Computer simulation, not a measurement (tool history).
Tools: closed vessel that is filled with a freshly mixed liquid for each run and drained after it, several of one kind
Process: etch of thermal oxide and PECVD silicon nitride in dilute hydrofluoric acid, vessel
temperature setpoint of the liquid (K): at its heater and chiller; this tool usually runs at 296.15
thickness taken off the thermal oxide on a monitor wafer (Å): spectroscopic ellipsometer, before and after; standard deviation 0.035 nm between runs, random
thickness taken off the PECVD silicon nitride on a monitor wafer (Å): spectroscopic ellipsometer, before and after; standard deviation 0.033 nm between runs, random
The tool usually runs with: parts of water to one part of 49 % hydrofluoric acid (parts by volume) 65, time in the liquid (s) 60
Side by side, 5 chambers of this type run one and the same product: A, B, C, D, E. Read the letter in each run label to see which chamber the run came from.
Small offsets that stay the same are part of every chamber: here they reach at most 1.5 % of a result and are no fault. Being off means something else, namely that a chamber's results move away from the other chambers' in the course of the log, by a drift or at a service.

run	hour	temperature setpoint of the liquid (K)	parts of water to one part of 49 % hydrofluoric acid (parts by volume)	time in the liquid (s)	hours since the thermometer was replaced	hours since the hydrofluoric acid flow meter was replaced	read-back film thickness of the thermal oxide reference wafer, read on the same gauge (nm)	read-back film thickness of the PECVD silicon nitride reference wafer, read on the same gauge (nm)	thickness taken off the thermal oxide on a monitor wafer (Å)	thickness taken off the PECVD silicon nitride on a monitor wafer (Å)
1E	7	296.15	65	60	1141.5	596.8	100.01	80.006	45.333	33.434
2D	13.9	296.15	65	60	1732	757.8	100.01	79.988	44.588	33.359
3C	21.5	296.15	65	60	417.8	163.9	99.967	79.999	44.321	33.037
4B	34.8	296.15	65	60	476.9	1178.5	99.972	80.009	44.101	33.216
5A	44.9	296.15	65	60	1915.9	275.4	100.03	80	44.998	32.471
6E	57.6	296.15	65	60	1192.1	647.4	100.01	79.986	45.18	33.362
# hour 58.5: chamber A: thermometer replaced
7B	69.7	296.15	65	60	511.8	1213.4	100.04	79.984	44.504	33.556
8A	81.1	296.15	65	60	22.7	311.6	100.04	79.98	44.44	32.599
9C	89.3	296.15	65	60	485.6	231.7	99.939	79.987	44.057	32.889
10D	99.5	296.15	65	60	1817.6	843.4	99.952	79.994	44.297	33.086
11D	106.9	296.15	65	60	1825	850.8	99.961	80.005	44.373	33.407
12C	118.1	296.15	65	60	514.4	260.5	99.981	79.992	45.101	33.2
13A	132.6	296.15	65	60	74.2	363.1	100.04	80.017	44.423	32.321
14B	145.6	296.15	65	60	587.7	1289.3	99.971	80.009	43.935	33.265
15E	158.4	296.15	65	60	1292.9	748.2	100.05	79.994	45.364	32.867
16E	166.8	296.15	65	45	1301.3	756.6	100.04	79.996	33.326	24.825
17B	177.4	296.15	65	45	619.5	1321.1	99.994	79.982	33.533	24.637
18C	186.2	296.15	65	45	582.5	328.6	100.02	80.015	33.661	24.157
19A	193.6	296.15	65	45	135.2	424.1	100.02	80.034	33.998	24.82
20D	199.9	296.15	65	45	1918	943.8	100.01	79.996	33.131	25.008
21A	206.7	296.15	65	60	148.3	437.2	100.02	80.004	44.353	32.471
22B	220.7	296.15	65	60	662.8	1364.4	99.951	79.968	44.347	32.954
23E	229.5	294.15	80	60	1364	819.3	100.02	79.993	32.8	23.545
24C	243.2	294.15	80	60	639.5	385.6	99.991	79.962	32.454	23.875
# hour 254.5: chamber D: thermometer replaced
25D	254.9	294.15	80	60	0.4	998.8	99.971	79.999	32.802	23.597
26C	267.5	294.15	80	60	663.8	409.9	100	80.02	32.525	23.798
27B	275.9	294.15	80	60	718	1419.6	99.989	79.998	32.554	23.422
28E	286.6	296.15	65	60	1421.1	876.4	99.976	79.993	44.825	33.729
29D	295	296.15	65	60	40.5	1038.9	99.997	80.012	44.875	32.756
30A	306.6	296.15	65	60	248.2	537.1	99.977	80.001	44.809	32.841
31B	319.6	296.15	65	60	761.7	1463.3	100.02	80.014	44.373	32.823
32D	332.4	296.15	65	60	77.9	1076.3	99.998	80.012	44.942	32.806
33E	341.2	296.15	65	60	1475.7	931	100.01	80	44.681	33.381
34A	355.4	296.15	65	60	297	585.9	100.02	80.012	44.269	32.996
35C	365.7	296.15	65	60	762	508.1	100.01	79.984	43.776	33.02
36C	373.2	298.15	65	60	769.5	515.6	99.96	79.987	48.034	37.584
37A	383.9	298.15	65	60	325.5	614.4	100.02	79.988	48.967	37.738
38D	390.9	298.15	65	60	136.4	1134.8	100.01	80.023	47.99	37.658
39E	401.3	298.15	65	60	1535.8	991.1	100.01	79.968	48.483	37.915
40B	408.7	298.15	65	60	850.8	1552.4	99.986	80.024	48.153	37.154
41C	419	296.15	65	60	815.3	561.4	100.01	79.991	44.473	33.513
42B	426.5	296.15	65	60	868.6	1570.2	99.985	80.023	44.783	33.001

Decide between three cases: one chamber stands off from its peers, the gauge reading all wafers drifts, or nothing is wrong past each chamber's small offset. Where a chamber is off, say which and what most likely put it there.

Nothing is wrong: each chamber keeps only its own small, steady offset and the gauge holds still.
